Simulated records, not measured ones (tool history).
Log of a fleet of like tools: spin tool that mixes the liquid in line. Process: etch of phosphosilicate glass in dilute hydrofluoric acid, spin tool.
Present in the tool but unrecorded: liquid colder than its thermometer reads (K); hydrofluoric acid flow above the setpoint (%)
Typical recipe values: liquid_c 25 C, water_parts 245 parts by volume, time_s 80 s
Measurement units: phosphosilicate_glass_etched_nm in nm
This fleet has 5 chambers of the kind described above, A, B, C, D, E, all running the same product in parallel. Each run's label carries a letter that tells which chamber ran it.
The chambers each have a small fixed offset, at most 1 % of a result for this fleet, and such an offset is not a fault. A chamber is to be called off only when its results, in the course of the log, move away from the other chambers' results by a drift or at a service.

run   hour  liquid_c  water_parts  time_s  hours since the thermometer was replaced  hours since the hydrofluoric acid flow meter was replaced  read-back film thickness of the phosphosilicate glass reference wafer, read on the same gauge (nm)  phosphosilicate_glass_etched_nm
 1D   12.7        25          245      80                                    1187.1                                                      328.3                                                                                              129.99                           25.117
 2C   18.9        25          245      80                                    1408.5                                                     1674.4                                                                                              130.01                           25.348
 3E   28.1        25          245      80                                    1411.7                                                      806.5                                                                                              129.99                           24.817
 4B   36.5        25          245      80                                    2355.9                                                      830.9                                                                                                 130                           25.364
 5A   48.2        25          245      80                                    1385.1                                                     1230.5                                                                                                 130                           24.972
 6A   54.7        25          245      80                                    1391.6                                                       1237                                                                                                 130                            25.02
 7C   61.7        25          245      80                                    1451.3                                                     1717.2                                                                                              129.99                           25.104
 8D   67.7        25          245      80                                    1242.1                                                      383.3                                                                                              130.01                           25.026
 9B   74.1        25          245      80                                    2393.5                                                      868.5                                                                                                 130                           25.175
10E   80.4        25          245      80                                      1464                                                      858.8                                                                                              130.01                           25.271
11D   92.8        25          245      80                                    1267.2                                                      408.4                                                                                                 130                           24.904
12A  104.3        25          245      80                                    1441.2                                                     1286.6                                                                                                 130                           25.263
13C  114.8        25          245      80                                    1504.4                                                     1770.3                                                                                                 130                           25.461
14E  126.7        25          245      80                                    1510.3                                                      905.1                                                                                                 130                            25.07
15B  132.4        25          245      80                                    2451.8                                                      926.8                                                                                              130.01                           25.064
16E  141.1        25          245      80                                    1524.7                                                      919.5                                                                                              130.01                           25.525
17D  149.4        25          245      80                                    1323.8                                                        465                                                                                                 130                           25.046
18C  160.2        25          245      80                                    1549.8                                                     1815.7                                                                                              130.01                            25.53
19A  172.6        25          245      80                                    1509.5                                                     1354.9                                                                                              129.99                           25.285
     177.5  -- chamber C: hydrofluoric acid flow meter replaced
20B  178.3        25          245      80                                    2497.7                                                      972.7                                                                                              129.97                           25.117
21D    184        25          245      80                                    1358.4                                                      499.6                                                                                              129.99                            25.36
22A  194.5        25          245      80                                    1531.4                                                     1376.8                                                                                              130.02                           25.188
23C    203        25          245      80                                    1592.6                                                       25.5                                                                                              129.99                           25.377
     213.4  -- chamber C: thermometer replaced
24E  214.7        25          245      80                                    1598.3                                                      993.1                                                                                              129.98                           25.243
25B  227.2        25          145      80                                    2546.6                                                     1021.6                                                                                              129.98                           47.436
26E  236.7        25          145      80                                    1620.3                                                     1015.1                                                                                              129.99                           47.301
27A  245.4        25          145      80                                    1582.3                                                     1427.7                                                                                              130.01                           47.035
     245.5  -- chamber D: thermometer replaced
28D  251.3        25          145      80                                       5.9                                                      566.9                                                                                                 130                           47.741
29B  261.3        25          145      80                                    2580.7                                                     1055.7                                                                                              130.01                            46.52
30C  272.3        25          245      80                                        59                                                       94.8                                                                                              130.01                           25.144
31C  279.1        25          245     110                                      65.8                                                      101.6                                                                                                 130                           34.521
32D    286        25          245     110                                      40.6                                                      601.6                                                                                              129.99                           36.058
33E  297.9        25          245     110                                    1681.5                                                     1076.3                                                                                              129.98                           35.017
34A  308.7        25          245     110                                    1645.6                                                       1491                                                                                                 130                           34.784
35B  320.7        25          245     110                                    2640.1                                                     1115.1                                                                                              130.01                           34.083
36E  330.7        25          245      80                                    1714.3                                                     1109.1                                                                                              130.01                           25.117
37D  341.7        25          315     110                                      96.3                                                      657.3                                                                                              130.01                           26.591
38A  348.2        25          315     110                                    1685.1                                                     1530.5                                                                                              129.99                           25.133
     354.8  -- chamber B: thermometer replaced
39B  359.7        25          315     110                                       4.9                                                     1154.1                                                                                                 130                             25.1
40C  368.1        25          315     110                                     154.8                                                      190.6                                                                                              129.97                           24.998
41E  378.9        25          315     110                                    1762.5                                                     1157.3                                                                                                 130                           25.015
42D    386        25          245      80                                     140.6                                                      701.6                                                                                              129.99                           26.742

Next, every chamber runs the same settings. What will each give?
43A  395.3        25          245      80                                                                                                                                                                                                                                         ?
43B  395.3        25          245      80                                                                                                                                                                                                                                         ?
43C  395.3        25          245      80                                                                                                                                                                                                                                         ?
43D  395.3        25          245      80                                                                                                                                                                                                                                         ?
43E  395.3        25          245      80                                                                                                                                                                                                                                         ?

run  phosphosilicate_glass_etched_nm
43A                           25.177
43B                            25.26
43C                           24.876
43D                           26.827
43E                           25.202

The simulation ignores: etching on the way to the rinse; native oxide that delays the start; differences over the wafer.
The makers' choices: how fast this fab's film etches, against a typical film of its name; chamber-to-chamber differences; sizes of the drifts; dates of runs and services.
